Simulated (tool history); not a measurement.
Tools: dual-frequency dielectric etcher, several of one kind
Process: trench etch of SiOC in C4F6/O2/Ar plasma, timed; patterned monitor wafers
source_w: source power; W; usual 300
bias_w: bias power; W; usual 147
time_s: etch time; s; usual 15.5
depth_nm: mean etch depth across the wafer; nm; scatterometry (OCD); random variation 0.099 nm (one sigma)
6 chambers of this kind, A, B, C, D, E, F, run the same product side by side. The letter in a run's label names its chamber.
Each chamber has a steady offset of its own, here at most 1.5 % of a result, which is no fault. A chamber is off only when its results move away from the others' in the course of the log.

run	day	source_w	bias_w	time_s	hours since the last wet clean	hours since the last source power generator calibration	hours since the last bias power generator calibration	read-back reference wafer on the same gauge, depth_nm	depth_nm
1E	0.675	300	147	15.5	434.5	3740.8	538.3	31.12	26.781
2C	0.979	300	147	15.5	333.3	1794.1	4458.6	31.123	27.142
3D	1.529	300	147	15.5	407.4	2452.9	2366.9	31.101	26.434
4F	1.892	300	147	15.5	448.5	2681.1	213.5	31.133	27.184
5B	2.429	300	167	15.5	203	1505.7	1896	31.124	28.215
6A	2.938	300	167	15.5	344.8	862.7	1061.1	31.077	28.344
# day 3.25: chamber F: wet clean of the chamber
7B	3.433	300	167	15.5	227.1	1529.8	1920.1	31.108	28.175
8F	3.9	300	167	15.5	15.6	2729.3	261.7	31.115	28.319
9D	4.429	300	167	15.5	477	2522.5	2436.5	31.136	27.687
10C	4.825	300	167	15.5	425.6	1886.4	4550.9	31.133	28.235
11E	5.383	300	147	15.5	547.5	3853.8	651.3	31.088	26.888
12A	6.008	300	147	12.5	418.5	936.4	1134.8	31.091	21.903
13D	6.458	300	147	12.5	525.7	2571.2	2485.2	31.111	21.444
14B	6.896	300	147	12.5	310.2	1612.9	2003.2	31.102	21.721
15E	7.329	300	147	12.5	594.2	3900.5	698	31.13	21.562
# day 7.783: chamber B: wet clean of the chamber
# day 7.925: chamber E: wet clean of the chamber
16A	7.942	300	147	12.5	464.9	982.8	1181.2	31.066	21.965
17C	8.479	300	147	12.5	513.3	1974.1	4638.6	31.119	21.929
# day 8.933: chamber C: wet clean of the chamber
# day 8.942: chamber D: source power generator calibrated
18F	9.054	300	147	15.5	139.3	2853	385.4	31.103	27.341
19B	9.354	300	147	15.5	37.8	1671.9	2062.2	31.117	27.132
20C	9.846	300	147	15.5	21.9	2006.9	4671.4	31.066	27.019
21E	10.354	300	147	15.5	58.4	3973.1	770.6	31.097	26.748
# day 10.383: chamber D: wet clean of the chamber
22D	10.971	300	147	15.5	14.1	48.7	2593.5	31.119	26.639
23F	11.608	300	147	15.5	200.6	2914.3	446.7	31.091	27.199
24A	11.971	300	147	15.5	561.6	1079.5	1277.9	31.086	27.27
25D	12.283	300	147	18.5	45.6	80.2	2625	31.122	31.63
26B	12.804	300	147	18.5	120.6	1754.7	2145	31.058	32.29
27C	13.229	300	147	18.5	103.1	2088.1	4752.6	31.083	32.532
28E	13.892	300	147	18.5	143.3	4058	855.5	31.095	32.08
# day 14.221: chamber C: bias power generator calibrated
# day 14.383: chamber A: wet clean of the chamber
29A	14.45	300	147	18.5	1.7	1139	1337.4	31.077	32.671
30F	14.912	300	147	18.5	279.9	2993.6	526	31.123	32.545
31E	15.521	300	147	15.5	182.4	4097.1	894.6	31.08	26.859
32A	15.879	300	147	15.5	36	1173.3	1371.7	31.107	27.096
33D	16.429	300	147	15.5	145.1	179.7	2724.5	31.107	26.692
# day 16.746: chamber B: source power generator calibrated
34B	16.996	300	147	15.5	221.2	6	2245.6	31.114	26.931
35C	17.346	300	147	15.5	201.9	2186.9	75.1	31.115	27.097
36F	17.804	240	147	15.5	349.3	3063	595.4	31.099	25.138
37D	18.133	240	147	15.5	186	220.6	2765.4	31.077	24.254

Next, every chamber runs the same settings. What will each give?
38A	18.621	300	147	15.5					?
38B	18.621	300	147	15.5					?
38C	18.621	300	147	15.5					?
38D	18.621	300	147	15.5					?
38E	18.621	300	147	15.5					?
38F	18.621	300	147	15.5					?

run	depth_nm
38A	27.277
38B	27.021
38C	27.033
38D	26.567
38E	26.702
38F	27.31
